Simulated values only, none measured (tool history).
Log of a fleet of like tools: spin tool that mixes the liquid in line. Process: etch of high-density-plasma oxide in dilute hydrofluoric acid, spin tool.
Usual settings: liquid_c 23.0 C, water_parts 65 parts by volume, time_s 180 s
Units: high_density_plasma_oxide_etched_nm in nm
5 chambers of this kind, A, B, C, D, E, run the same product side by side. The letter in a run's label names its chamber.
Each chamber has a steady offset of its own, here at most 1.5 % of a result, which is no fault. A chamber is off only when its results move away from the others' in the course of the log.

run	hour	liquid_c	water_parts	time_s	read-back film thickness of the high-density-plasma oxide reference wafer, read on the same gauge (nm)	high_density_plasma_oxide_etched_nm
1A	5.5	23.0	65	180	100.010	15.214
2B	11.7	23.0	65	180	100.020	15.093
3E	17.9	23.0	65	180	100.000	14.823
4D	22.4	23.0	65	180	99.997	14.935
5C	27.2	19.0	55	180	100.010	15.223
6C	33.1	19.0	55	180	99.981	15.133
7E	37.6	19.0	55	180	100.010	15.156
8A	41.7	19.0	55	180	99.997	15.361
9D	47.3	19.0	55	180	99.998	15.347
10B	53.8	23.0	65	180	100.010	15.100
11E	59.7	23.0	65	180	100.000	15.070
12B	66.2	23.0	85	180	100.000	11.247
13C	71.1	23.0	85	180	99.986	11.123
14A	75.1	23.0	85	180	99.986	11.276
15D	79.6	23.0	85	180	99.993	11.373
16B	83.1	23.0	85	180	99.987	11.404
# hour 87.6: chamber B: hydrofluoric acid flow meter replaced
17A	88.5	23.0	65	180	99.992	15.070
18E	93.4	23.0	65	180	100.010	14.842
19D	98.0	23.0	65	180	99.986	15.234
20C	104.9	24.5	65	180	100.010	15.805
21D	109.2	24.5	65	180	100.000	16.031
22E	112.7	24.5	65	180	100.010	15.926
23B	118.8	24.5	65	180	100.010	15.904
24C	124.5	24.5	65	180	100.010	15.961
25A	130.0	23.0	65	180	100.010	14.993
26E	133.3	23.0	65	180	99.995	15.171
27D	139.5	23.0	65	180	100.010	15.245
28C	144.0	23.0	65	180	100.010	14.975
29B	150.4	23.0	65	180	100.000	15.023
30A	155.0	23.0	65	180	99.995	15.255
31A	158.2	25.5	65	180	99.998	17.015
32E	163.0	25.5	65	180	99.987	16.481
33D	168.3	25.5	65	180	99.983	16.995
34B	171.7	25.5	65	180	99.992	16.897
35C	176.7	25.5	65	180	100.010	16.472

All 5 chambers run these settings next. Forecast each chamber's results:
36A	181.7	23.0	65	180		?
36B	181.7	23.0	65	180		?
36C	181.7	23.0	65	180		?
36D	181.7	23.0	65	180		?
36E	181.7	23.0	65	180		?

run	high_density_plasma_oxide_etched_nm
36A	15.098
36B	15.160
36C	15.037
36D	15.083
36E	15.110

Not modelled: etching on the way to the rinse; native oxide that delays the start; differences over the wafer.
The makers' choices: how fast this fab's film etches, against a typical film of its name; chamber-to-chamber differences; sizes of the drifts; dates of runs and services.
